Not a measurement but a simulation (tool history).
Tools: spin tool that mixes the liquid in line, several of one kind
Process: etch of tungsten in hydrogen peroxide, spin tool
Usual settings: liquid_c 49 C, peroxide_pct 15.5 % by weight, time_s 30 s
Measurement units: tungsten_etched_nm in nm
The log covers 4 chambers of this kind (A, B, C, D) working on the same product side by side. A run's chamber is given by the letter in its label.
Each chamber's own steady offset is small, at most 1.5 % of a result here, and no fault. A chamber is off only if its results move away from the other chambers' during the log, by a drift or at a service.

run   hour  liquid_c  peroxide_pct  time_s  read-back film thickness of the tungsten reference wafer, read on the same gauge (nm)  tungsten_etched_nm
       5.7  -- chamber A: thermometer replaced
 1B   12.6        49          15.5      30                                                                                 120.01              27.509
 2A   23.9        49          15.5      30                                                                                 120.02              28.077
 3D   38.2        49          15.5      30                                                                                 120.02              28.214
 4C   50.2        49          15.5      30                                                                                    120              27.553
 5D   57.8        49          15.5      30                                                                                 120.05              27.909
 6C   68.2        49          15.5      30                                                                                 119.97              27.497
 7A   82.4        49          15.5      30                                                                                 120.01              28.207
 8B     89        49          15.5      30                                                                                 120.04              27.838
 9D  102.1        49          15.5      30                                                                                 119.98               28.39
10B  115.3      57.5          17.5      30                                                                                 120.04              48.978
11C  129.2      57.5          17.5      30                                                                                 119.96              48.867
12A    141      57.5          17.5      30                                                                                 120.02              48.981
13A  155.4      57.5          17.5      30                                                                                 120.04              48.635
14C  162.9        49          15.5      30                                                                                 119.95              27.177
15D  176.9        49          15.5      30                                                                                 119.96              28.148
16B  190.8        49          15.5      30                                                                                 119.98              27.912
     198.3  -- chamber C: peroxide flow meter replaced
17B  199.8        49          15.5      30                                                                                 120.01              27.542
18C  211.1        49          15.5      30                                                                                 119.95              27.528
19D  222.1        49          15.5      30                                                                                 120.02              28.042
20A  235.6        49          15.5      30                                                                                 119.99              27.548
21C  245.8        49          15.5      30                                                                                 119.97              27.572
22A  253.8        49          15.5      30                                                                                 119.97              27.516
23B  265.4        49          15.5      30                                                                                 119.97              28.012
     269.9  -- chamber D: new drum of peroxide connected
24D  279.2        49          15.5      30                                                                                 119.97              28.182
25D  290.4        49          15.5      30                                                                                    120              28.077
26C  302.2        49          12.5      40                                                                                 119.97              32.743
27A  316.6        49          12.5      40                                                                                 120.01               31.82
28B  325.5        49          12.5      40                                                                                 120.01              32.834
29A  337.5        49          12.5      40                                                                                 119.98              31.982
30D    344        49          15.5      30                                                                                 120.02              28.108
31C  351.3        49          15.5      30                                                                                 119.94              27.326
32B  360.5        49          15.5      30                                                                                    120                27.8
     364.5  -- chamber A: peroxide flow meter replaced
33D  372.3        49          15.5      30                                                                                 120.01              28.183
34A  384.1        49          15.5      30                                                                                 119.97              26.239
35C  397.3        58            19      30                                                                                 119.97               52.08
36B  404.4        58            19      30                                                                                 119.97              52.198
37C  414.8        58            19      30                                                                                 120.01              52.404
38D  425.4        58            19      30                                                                                 119.99              53.073
39B  432.3        49          15.5      30                                                                                    120              27.846
40A  444.8        49          15.5      30                                                                                    120               26.38
41A  452.7        49          15.5      30                                                                                 119.94               25.96
42C  461.1        49          17.5      30                                                                                 119.98              29.315
43D  472.2        49          17.5      30                                                                                 119.97              30.128
44B  482.3        49          17.5      30                                                                                 120.01               29.49

For the next run the whole fleet of 4 chambers uses the same settings. Give each chamber's results:
45A  492.7        49          15.5      30                                                                                                          ?
45B  492.7        49          15.5      30                                                                                                          ?
45C  492.7        49          15.5      30                                                                                                          ?
45D  492.7        49          15.5      30                                                                                                          ?

run  tungsten_etched_nm
45A               25.69
45B              27.471
45C              27.582
45D              28.013
